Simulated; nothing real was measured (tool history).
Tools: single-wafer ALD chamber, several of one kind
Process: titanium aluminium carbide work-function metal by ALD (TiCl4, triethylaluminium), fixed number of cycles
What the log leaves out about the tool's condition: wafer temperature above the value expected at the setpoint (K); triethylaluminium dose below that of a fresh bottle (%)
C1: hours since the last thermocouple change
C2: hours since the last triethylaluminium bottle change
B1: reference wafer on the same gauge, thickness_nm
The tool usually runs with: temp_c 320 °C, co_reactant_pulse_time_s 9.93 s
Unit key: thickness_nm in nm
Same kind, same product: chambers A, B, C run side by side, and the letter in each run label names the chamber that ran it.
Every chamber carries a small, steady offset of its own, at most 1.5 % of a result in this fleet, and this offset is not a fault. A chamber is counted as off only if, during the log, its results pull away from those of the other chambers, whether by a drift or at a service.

run 1A hour=5.9 | temp_c=320 co_reactant_pulse_time_s=9.93 | C1=1383 C2=44.6 | B1=2.5742 | thickness_nm=2.1981
run 2B hour=12.8 | temp_c=320 co_reactant_pulse_time_s=9.93 | C1=2075.8 C2=1397.1 | B1=2.5673 | thickness_nm=2.1636
run 3C hour=20.6 | temp_c=320 co_reactant_pulse_time_s=9.93 | C1=326.1 C2=347.2 | B1=2.5728 | thickness_nm=2.1536
run 4C hour=27.2 | temp_c=320 co_reactant_pulse_time_s=9.93 | C1=332.7 C2=353.8 | B1=2.5671 | thickness_nm=2.184
run 5B hour=33.5 | temp_c=320 co_reactant_pulse_time_s=9.93 | C1=2096.5 C2=1417.8 | B1=2.5731 | thickness_nm=2.1632
run 6A hour=40.4 | temp_c=320 co_reactant_pulse_time_s=9.93 | C1=1417.5 C2=79.1 | B1=2.5661 | thickness_nm=2.1912
run 7C hour=44.9 | temp_c=320 co_reactant_pulse_time_s=9.93 | C1=350.4 C2=371.5 | B1=2.5697 | thickness_nm=2.1751
run 8B hour=50.6 | temp_c=320 co_reactant_pulse_time_s=9.93 | C1=2113.6 C2=1434.9 | B1=2.5716 | thickness_nm=2.1857
run 9A hour=54.7 | temp_c=320 co_reactant_pulse_time_s=9.93 | C1=1431.8 C2=93.4 | B1=2.5696 | thickness_nm=2.2181
run 10B hour=61.8 | temp_c=312 co_reactant_pulse_time_s=6.76 | C1=2124.8 C2=1446.1 | B1=2.569 | thickness_nm=1.9687
run 11C hour=65.6 | temp_c=312 co_reactant_pulse_time_s=6.76 | C1=371.1 C2=392.2 | B1=2.5691 | thickness_nm=1.9468
-- hour=70.4 chamber B: triethylaluminium bottle replaced
run 12A hour=72.8 | temp_c=312 co_reactant_pulse_time_s=6.76 | C1=1449.9 C2=111.5 | B1=2.5728 | thickness_nm=2.0066
run 13C hour=80.3 | temp_c=320 co_reactant_pulse_time_s=9.93 | C1=385.8 C2=406.9 | B1=2.5669 | thickness_nm=2.1627
run 14B hour=86.1 | temp_c=320 co_reactant_pulse_time_s=9.93 | C1=2149.1 C2=15.7 | B1=2.5701 | thickness_nm=2.1748
run 15A hour=92 | temp_c=320 co_reactant_pulse_time_s=9.93 | C1=1469.1 C2=130.7 | B1=2.5705 | thickness_nm=2.1894
run 16B hour=95.5 | temp_c=320 co_reactant_pulse_time_s=9.93 | C1=2158.5 C2=25.1 | B1=2.5703 | thickness_nm=2.1739
run 17A hour=103.4 | temp_c=320 co_reactant_pulse_time_s=9.93 | C1=1480.5 C2=142.1 | B1=2.5741 | thickness_nm=2.2016
run 18C hour=108.5 | temp_c=320 co_reactant_pulse_time_s=9.93 | C1=414 C2=435.1 | B1=2.5701 | thickness_nm=2.1722
run 19C hour=115.5 | temp_c=320 co_reactant_pulse_time_s=9.93 | C1=421 C2=442.1 | B1=2.5727 | thickness_nm=2.1431
run 20A hour=122.9 | temp_c=320 co_reactant_pulse_time_s=9.93 | C1=1500 C2=161.6 | B1=2.5691 | thickness_nm=2.1962
run 21B hour=129 | temp_c=320 co_reactant_pulse_time_s=9.93 | C1=2192 C2=58.6 | B1=2.5667 | thickness_nm=2.1697
run 22A hour=135.1 | temp_c=320 co_reactant_pulse_time_s=7.19 | C1=1512.2 C2=173.8 | B1=2.5691 | thickness_nm=2.0703
run 23B hour=140.3 | temp_c=320 co_reactant_pulse_time_s=7.19 | C1=2203.3 C2=69.9 | B1=2.5677 | thickness_nm=2.0648
run 24C hour=144.3 | temp_c=320 co_reactant_pulse_time_s=7.19 | C1=449.8 C2=470.9 | B1=2.5688 | thickness_nm=2.0396
run 25B hour=149.3 | temp_c=320 co_reactant_pulse_time_s=9.93 | C1=2212.3 C2=78.9 | B1=2.5705 | thickness_nm=2.1674
run 26A hour=156.4 | temp_c=320 co_reactant_pulse_time_s=9.93 | C1=1533.5 C2=195.1 | B1=2.5657 | thickness_nm=2.1897

All chambers now run identical settings, listed one chamber a line with results as question marks. What results will each chamber show?
run 27A hour=162.1 | temp_c=320 co_reactant_pulse_time_s=9.93 | thickness_nm=?
run 27B hour=162.1 | temp_c=320 co_reactant_pulse_time_s=9.93 | thickness_nm=?
run 27C hour=162.1 | temp_c=320 co_reactant_pulse_time_s=9.93 | thickness_nm=?

run=27A thickness_nm=2.1936
run=27B thickness_nm=2.1598
run=27C thickness_nm=2.1615
